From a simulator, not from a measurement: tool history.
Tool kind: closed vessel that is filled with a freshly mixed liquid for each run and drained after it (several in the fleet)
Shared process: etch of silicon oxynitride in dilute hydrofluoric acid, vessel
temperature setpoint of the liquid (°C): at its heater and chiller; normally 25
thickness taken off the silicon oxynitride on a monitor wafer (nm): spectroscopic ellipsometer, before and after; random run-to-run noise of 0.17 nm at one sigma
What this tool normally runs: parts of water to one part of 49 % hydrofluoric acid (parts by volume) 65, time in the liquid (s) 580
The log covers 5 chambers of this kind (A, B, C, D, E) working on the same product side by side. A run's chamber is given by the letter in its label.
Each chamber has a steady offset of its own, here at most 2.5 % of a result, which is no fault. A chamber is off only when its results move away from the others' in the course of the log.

| run | hour | temperature setpoint of the liquid (°C) | parts of water to one part of 49 % hydrofluoric acid (parts by volume) | time in the liquid (s) | read-back film thickness of the silicon oxynitride reference wafer, read on the same gauge (nm) | thickness taken off the silicon oxynitride on a monitor wafer (nm) |
|---|---|---|---|---|---|---|
| 1D | 7.1 | 25 | 65 | 580 | 70.029 | 39.715 |
| 2A | 14.6 | 25 | 65 | 580 | 69.998 | 38.758 |
|  | 24.2 | chamber C: thermometer replaced |
| 3C | 28.9 | 25 | 65 | 580 | 70.019 | 39.825 |
| 4B | 44.3 | 25 | 65 | 580 | 69.991 | 40.175 |
|  | 57 | chamber A: hydrofluoric acid flow meter replaced |
| 5E | 58.8 | 25 | 65 | 580 | 69.996 | 39.608 |
| 6C | 68.1 | 25 | 65 | 580 | 70.006 | 39.832 |
| 7A | 82.2 | 25 | 65 | 580 | 70.003 | 38.864 |
| 8E | 95.2 | 25 | 65 | 580 | 69.98 | 39.6 |
| 9D | 109.6 | 25 | 65 | 580 | 70.008 | 40.01 |
|  | 110.6 | chamber C: hydrofluoric acid flow meter replaced |
| 10B | 118.6 | 25 | 65 | 580 | 69.999 | 39.879 |
| 11E | 128.8 | 25 | 65 | 580 | 70.017 | 39.996 |
| 12C | 137 | 25 | 65 | 580 | 70.01 | 39.717 |
| 13B | 148.3 | 25 | 65 | 580 | 69.991 | 40.451 |
| 14D | 159.6 | 25 | 65 | 580 | 69.99 | 40.33 |
| 15A | 166.5 | 25 | 65 | 580 | 69.999 | 38.746 |
| 16A | 174.5 | 25 | 65 | 580 | 70.004 | 38.765 |
| 17E | 181.7 | 25 | 65 | 580 | 69.987 | 39.624 |
| 18B | 190.7 | 25 | 65 | 580 | 70.007 | 40.15 |
| 19C | 201.2 | 25 | 65 | 580 | 69.989 | 39.38 |
| 20D | 216.2 | 25 | 65 | 580 | 70.004 | 40.932 |
|  | 222 | chamber E: hydrofluoric acid flow meter replaced |
| 21A | 224.3 | 25 | 65 | 580 | 69.993 | 39.11 |
| 22E | 234.2 | 25 | 65 | 580 | 69.985 | 39.653 |
| 23B | 246 | 25 | 65 | 580 | 69.994 | 40.266 |
| 24C | 256 | 28 | 65 | 385 | 70.005 | 30.401 |
| 25D | 263.2 | 28 | 65 | 385 | 69.998 | 31.639 |
| 26E | 276.7 | 28 | 65 | 385 | 69.998 | 30.358 |
| 27C | 285 | 28 | 65 | 385 | 69.995 | 30.474 |
| 28B | 294.8 | 28 | 65 | 385 | 70.006 | 30.718 |
| 29A | 305.9 | 25 | 65 | 580 | 69.985 | 38.949 |
| 30D | 320.4 | 25 | 65 | 580 | 69.978 | 41.807 |

What goes on in this fleet: one chamber off, a drifting gauge, or nothing beyond the chambers' own small offsets? Name the chamber and the cause, if any.

One chamber, D, drifts off from the rest bit by bit.
Cause: liquid hotter than its thermometer reads (K) = 1.2.
With only this log, it may be confused with: hydrofluoric acid flow above the setpoint (%).

Below are 4 candidate recipes for chamber D's next run, each the usual settings with a change, their results shown as question marks. Which of them brings D's results back in line with what the other chambers give on the usual settings?
In-line tolerance around the mean of the other chambers on the usual settings: thickness taken off the silicon oxynitride on a monitor wafer (nm) 0.58
| 31D-1 | 331.7 | 24.5 | 70 | 580 |  | ? |
| 31D-2 | 331.7 | 25 | 65 | 645 |  | ? |
| 31D-3 | 331.7 | 25 | 65 | 545 |  | ? |
| 31D-4 | 331.7 | 25 | 65 | 615 |  | ? |

Mean of the other chambers on the usual settings: thickness taken off the silicon oxynitride on a monitor wafer (nm) 39.607
| run | thickness taken off the silicon oxynitride on a monitor wafer (nm) |
|---|---|
| 31D-1 | 37.897 |
| 31D-2 | 46.702 |
| 31D-3 | 39.461 |
| 31D-4 | 44.53 |
With 31D-3, the chamber falls back in line with the rest.
